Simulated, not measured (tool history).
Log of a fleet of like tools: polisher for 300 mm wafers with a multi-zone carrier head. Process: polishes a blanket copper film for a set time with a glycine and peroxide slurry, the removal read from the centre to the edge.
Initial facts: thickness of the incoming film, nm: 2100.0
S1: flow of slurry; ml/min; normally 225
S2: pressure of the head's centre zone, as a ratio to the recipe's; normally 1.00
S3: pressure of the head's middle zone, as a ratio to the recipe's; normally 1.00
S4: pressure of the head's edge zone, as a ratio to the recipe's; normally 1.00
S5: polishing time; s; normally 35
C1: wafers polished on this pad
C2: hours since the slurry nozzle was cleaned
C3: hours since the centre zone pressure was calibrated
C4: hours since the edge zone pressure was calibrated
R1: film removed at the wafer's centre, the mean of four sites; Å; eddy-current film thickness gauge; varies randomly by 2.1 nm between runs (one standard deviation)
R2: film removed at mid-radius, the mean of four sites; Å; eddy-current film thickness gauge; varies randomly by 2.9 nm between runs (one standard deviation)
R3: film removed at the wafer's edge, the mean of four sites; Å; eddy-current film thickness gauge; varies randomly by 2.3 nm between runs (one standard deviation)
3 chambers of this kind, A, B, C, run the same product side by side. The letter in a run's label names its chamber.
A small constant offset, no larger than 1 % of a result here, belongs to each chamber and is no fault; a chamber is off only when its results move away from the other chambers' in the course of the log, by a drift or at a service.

{"run": "1A", "day": 0.5, "S1": 225, "S2": 1.0, "S3": 1.0, "S4": 1.0, "S5": 35, "C1": 635, "C2": 395.8, "C3": 1204.1, "C4": 144.4, "R1": 1946.0, "R2": 1888.3, "R3": 1931.9}
{"day": 0.825, "done": "chamber B: worn pad replaced by a new one"}
{"run": "2B", "day": 0.929, "S1": 225, "S2": 1.0, "S3": 1.0, "S4": 1.0, "S5": 35, "C1": 33, "C2": 563.5, "C3": 983.2, "C4": 86.1, "R1": 1951.4, "R2": 1993.6, "R3": 1953.4}
{"day": 1.4, "done": "chamber A: worn pad replaced by a new one"}
{"run": "3C", "day": 1.512, "S1": 225, "S2": 1.0, "S3": 1.0, "S4": 1.0, "S5": 35, "C1": 795, "C2": 262.5, "C3": 1125.9, "C4": 1312.9, "R1": 1983.5, "R2": 1931.2, "R3": 1940.2}
{"run": "4A", "day": 1.788, "S1": 225, "S2": 1.0, "S3": 1.0, "S4": 1.0, "S5": 35, "C1": 124, "C2": 426.7, "C3": 1235.0, "C4": 175.3, "R1": 1966.3, "R2": 1935.3, "R3": 1921.6}
{"run": "5C", "day": 2.083, "S1": 225, "S2": 1.0, "S3": 1.0, "S4": 1.0, "S5": 35, "C1": 978, "C2": 276.2, "C3": 1139.6, "C4": 1326.6, "R1": 1949.1, "R2": 1984.4, "R3": 1940.2}
{"run": "6B", "day": 2.358, "S1": 225, "S2": 1.0, "S3": 1.0, "S4": 1.0, "S5": 35, "C1": 490, "C2": 597.8, "C3": 1017.5, "C4": 120.4, "R1": 1978.7, "R2": 1954.8, "R3": 1972.5}
{"day": 2.367, "done": "chamber B: slurry nozzle cleaned"}
{"run": "7C", "day": 2.633, "S1": 225, "S2": 1.06, "S3": 1.06, "S4": 1.0, "S5": 35, "C1": 1153, "C2": 289.4, "C3": 1152.8, "C4": 1339.8, "R1": 2083.5, "R2": 2088.0, "R3": 1925.4}
{"run": "8A", "day": 3.171, "S1": 225, "S2": 1.06, "S3": 1.06, "S4": 1.0, "S5": 35, "C1": 566, "C2": 459.9, "C3": 1268.2, "C4": 208.5, "R1": 2094.0, "R2": 2062.5, "R3": 1950.2}
{"day": 3.517, "done": "chamber A: slurry nozzle cleaned"}
{"run": "9B", "day": 3.533, "S1": 225, "S2": 1.06, "S3": 1.06, "S4": 1.0, "S5": 35, "C1": 865, "C2": 28.0, "C3": 1045.7, "C4": 148.6, "R1": 2092.1, "R2": 2076.7, "R3": 1978.4}
{"run": "10B", "day": 3.946, "S1": 225, "S2": 1.0, "S3": 1.0, "S4": 1.08, "S5": 35, "C1": 997, "C2": 37.9, "C3": 1055.6, "C4": 158.5, "R1": 1982.5, "R2": 1990.0, "R3": 2043.6}
{"day": 4.167, "done": "chamber B: worn pad replaced by a new one"}
{"run": "11C", "day": 4.304, "S1": 225, "S2": 1.0, "S3": 1.0, "S4": 1.08, "S5": 35, "C1": 1688, "C2": 329.5, "C3": 1192.9, "C4": 1379.9, "R1": 1963.0, "R2": 1910.4, "R3": 1990.0}
{"day": 4.45, "done": "chamber A: worn pad replaced by a new one"}
{"run": "12A", "day": 4.608, "S1": 225, "S2": 1.0, "S3": 1.0, "S4": 1.08, "S5": 35, "C1": 51, "C2": 26.2, "C3": 1302.7, "C4": 243.0, "R1": 1986.7, "R2": 1974.0, "R3": 2027.2}
{"day": 4.708, "done": "chamber C: edge zone pressure recalibrated"}
{"run": "13B", "day": 4.9, "S1": 225, "S2": 1.0, "S3": 1.0, "S4": 1.0, "S5": 35, "C1": 234, "C2": 60.8, "C3": 1078.5, "C4": 181.4, "R1": 1995.9, "R2": 1900.6, "R3": 1967.3}
{"run": "14C", "day": 5.25, "S1": 225, "S2": 1.0, "S3": 1.0, "S4": 1.0, "S5": 35, "C1": 1990, "C2": 352.2, "C3": 1215.6, "C4": 13.1, "R1": 1914.1, "R2": 1939.9, "R3": 1907.7}
{"day": 5.354, "done": "chamber C: slurry nozzle cleaned"}
{"run": "15A", "day": 5.642, "S1": 225, "S2": 1.0, "S3": 1.0, "S4": 1.0, "S5": 35, "C1": 382, "C2": 51.0, "C3": 1327.5, "C4": 267.8, "R1": 1970.8, "R2": 1947.2, "R3": 1977.1}
{"run": "16B", "day": 5.975, "S1": 225, "S2": 1.0, "S3": 1.0, "S4": 1.0, "S5": 35, "C1": 578, "C2": 86.6, "C3": 1104.3, "C4": 207.2, "R1": 1978.4, "R2": 1947.2, "R3": 1934.0}
{"run": "17A", "day": 6.279, "S1": 225, "S2": 1.0, "S3": 1.0, "S4": 1.0, "S5": 35, "C1": 585, "C2": 66.3, "C3": 1342.8, "C4": 283.1, "R1": 1940.1, "R2": 1907.4, "R3": 1984.9}
{"run": "18C", "day": 6.75, "S1": 225, "S2": 1.0, "S3": 1.0, "S4": 1.0, "S5": 35, "C1": 2469, "C2": 33.6, "C3": 1251.6, "C4": 49.1, "R1": 1942.3, "R2": 1907.8, "R3": 1941.6}
{"day": 6.95, "done": "chamber A: worn pad replaced by a new one"}
{"run": "19C", "day": 7.142, "S1": 225, "S2": 1.0, "S3": 1.0, "S4": 1.0, "S5": 35, "C1": 2595, "C2": 43.0, "C3": 1261.0, "C4": 58.5, "R1": 1878.0, "R2": 1880.0, "R3": 1908.7}
{"day": 7.433, "done": "chamber B: worn pad replaced by a new one"}
{"run": "20B", "day": 7.479, "S1": 225, "S2": 1.0, "S3": 1.0, "S4": 1.0, "S5": 35, "C1": 14, "C2": 122.7, "C3": 1140.4, "C4": 243.3, "R1": 1931.0, "R2": 2011.6, "R3": 1978.4}
{"run": "21A", "day": 7.779, "S1": 225, "S2": 1.0, "S3": 1.0, "S4": 1.0, "S5": 35, "C1": 266, "C2": 102.3, "C3": 1378.8, "C4": 319.1, "R1": 1931.1, "R2": 1972.5, "R3": 1937.6}
{"run": "22C", "day": 8.162, "S1": 225, "S2": 1.0, "S3": 1.0, "S4": 1.0, "S5": 35, "C1": 2921, "C2": 67.5, "C3": 1285.5, "C4": 83.0, "R1": 1944.0, "R2": 1865.8, "R3": 1883.4}
{"run": "23B", "day": 8.496, "S1": 225, "S2": 1.0, "S3": 1.0, "S4": 1.0, "S5": 35, "C1": 339, "C2": 147.1, "C3": 1164.8, "C4": 267.7, "R1": 1945.8, "R2": 1922.6, "R3": 1955.6}
{"run": "24A", "day": 8.938, "S1": 225, "S2": 1.0, "S3": 1.0, "S4": 1.0, "S5": 35, "C1": 636, "C2": 130.1, "C3": 1406.6, "C4": 346.9, "R1": 1959.4, "R2": 1917.6, "R3": 1937.0}
{"day": 9.117, "done": "chamber C: centre zone pressure recalibrated"}
{"run": "25C", "day": 9.221, "S1": 225, "S2": 1.0, "S3": 1.0, "S4": 1.0, "S5": 35, "C1": 3259, "C2": 92.9, "C3": 2.5, "C4": 108.4, "R1": 1877.1, "R2": 1856.1, "R3": 1901.4}
{"run": "26B", "day": 9.65, "S1": 225, "S2": 1.0, "S3": 1.0, "S4": 1.0, "S5": 35, "C1": 708, "C2": 174.8, "C3": 1192.5, "C4": 295.4, "R1": 1968.5, "R2": 1963.4, "R3": 2017.4}
{"day": 9.921, "done": "chamber A: worn pad replaced by a new one"}
{"run": "27A", "day": 10.188, "S1": 225, "S2": 1.0, "S3": 1.0, "S4": 1.0, "S5": 35, "C1": 85, "C2": 160.1, "C3": 1436.6, "C4": 376.9, "R1": 1991.2, "R2": 1957.6, "R3": 2002.9}
{"day": 10.317, "done": "chamber B: worn pad replaced by a new one"}
{"run": "28A", "day": 10.717, "S1": 225, "S2": 1.0, "S3": 1.0, "S4": 1.0, "S5": 35, "C1": 255, "C2": 172.8, "C3": 1449.3, "C4": 389.6, "R1": 1980.0, "R2": 1970.2, "R3": 1926.1}
{"run": "29B", "day": 11.183, "S1": 225, "S2": 1.0, "S3": 1.0, "S4": 1.0, "S5": 35, "C1": 277, "C2": 211.6, "C3": 1229.3, "C4": 332.2, "R1": 1935.0, "R2": 1924.0, "R3": 1983.7}
{"run": "30C", "day": 11.546, "S1": 225, "S2": 1.0, "S3": 1.0, "S4": 1.0, "S5": 35, "C1": 4002, "C2": 148.7, "C3": 58.3, "C4": 164.2, "R1": 1861.8, "R2": 1860.3, "R3": 1866.0}
{"run": "31C", "day": 11.817, "S1": 225, "S2": 1.0, "S3": 1.0, "S4": 1.0, "S5": 35, "C1": 4089, "C2": 155.2, "C3": 64.8, "C4": 170.7, "R1": 1900.2, "R2": 1860.2, "R3": 1856.9}
{"run": "32A", "day": 12.108, "S1": 225, "S2": 1.0, "S3": 1.0, "S4": 1.0, "S5": 35, "C1": 699, "C2": 206.2, "C3": 1482.7, "C4": 423.0, "R1": 1976.9, "R2": 1935.9, "R3": 1975.9}
{"day": 12.396, "done": "chamber A: worn pad replaced by a new one"}
{"run": "33B", "day": 12.596, "S1": 225, "S2": 1.0, "S3": 1.0, "S4": 1.0, "S5": 35, "C1": 729, "C2": 245.5, "C3": 1263.2, "C4": 366.1, "R1": 1940.4, "R2": 1944.0, "R3": 1960.3}
{"run": "34B", "day": 12.892, "S1": 155, "S2": 1.0, "S3": 0.95, "S4": 1.0, "S5": 35, "C1": 823, "C2": 252.6, "C3": 1270.3, "C4": 373.2, "R1": 1812.9, "R2": 1747.7, "R3": 1884.3}
{"run": "35C", "day": 13.229, "S1": 155, "S2": 1.0, "S3": 0.95, "S4": 1.0, "S5": 35, "C1": 4541, "C2": 189.1, "C3": 98.7, "C4": 204.6, "R1": 1746.8, "R2": 1695.1, "R3": 1782.0}
{"run": "36A", "day": 13.558, "S1": 155, "S2": 1.0, "S3": 0.95, "S4": 1.0, "S5": 35, "C1": 371, "C2": 241.0, "C3": 1517.5, "C4": 457.8, "R1": 1855.3, "R2": 1809.2, "R3": 1879.9}
{"run": "37C", "day": 14.075, "S1": 225, "S2": 1.0, "S3": 1.0, "S4": 1.0, "S5": 35, "C1": 4811, "C2": 209.4, "C3": 119.0, "C4": 224.9, "R1": 1839.4, "R2": 1832.9, "R3": 1844.7}

For the next run the whole fleet of 3 chambers uses the same settings. Give each chamber's results:
{"run": "38A", "day": 14.508, "S1": 225, "S2": 1.11, "S3": 1.0, "S4": 1.0, "S5": 35, "R1": "?", "R2": "?", "R3": "?"}
{"run": "38B", "day": 14.508, "S1": 225, "S2": 1.11, "S3": 1.0, "S4": 1.0, "S5": 35, "R1": "?", "R2": "?", "R3": "?"}
{"run": "38C", "day": 14.508, "S1": 225, "S2": 1.11, "S3": 1.0, "S4": 1.0, "S5": 35, "R1": "?", "R2": "?", "R3": "?"}

run=38A R1=2177.7 R2=1944.3 R3=1911.4
run=38B R1=2207.7 R2=1944.5 R3=1981.8
run=38C R1=2051.6 R2=1847.9 R3=1837.4
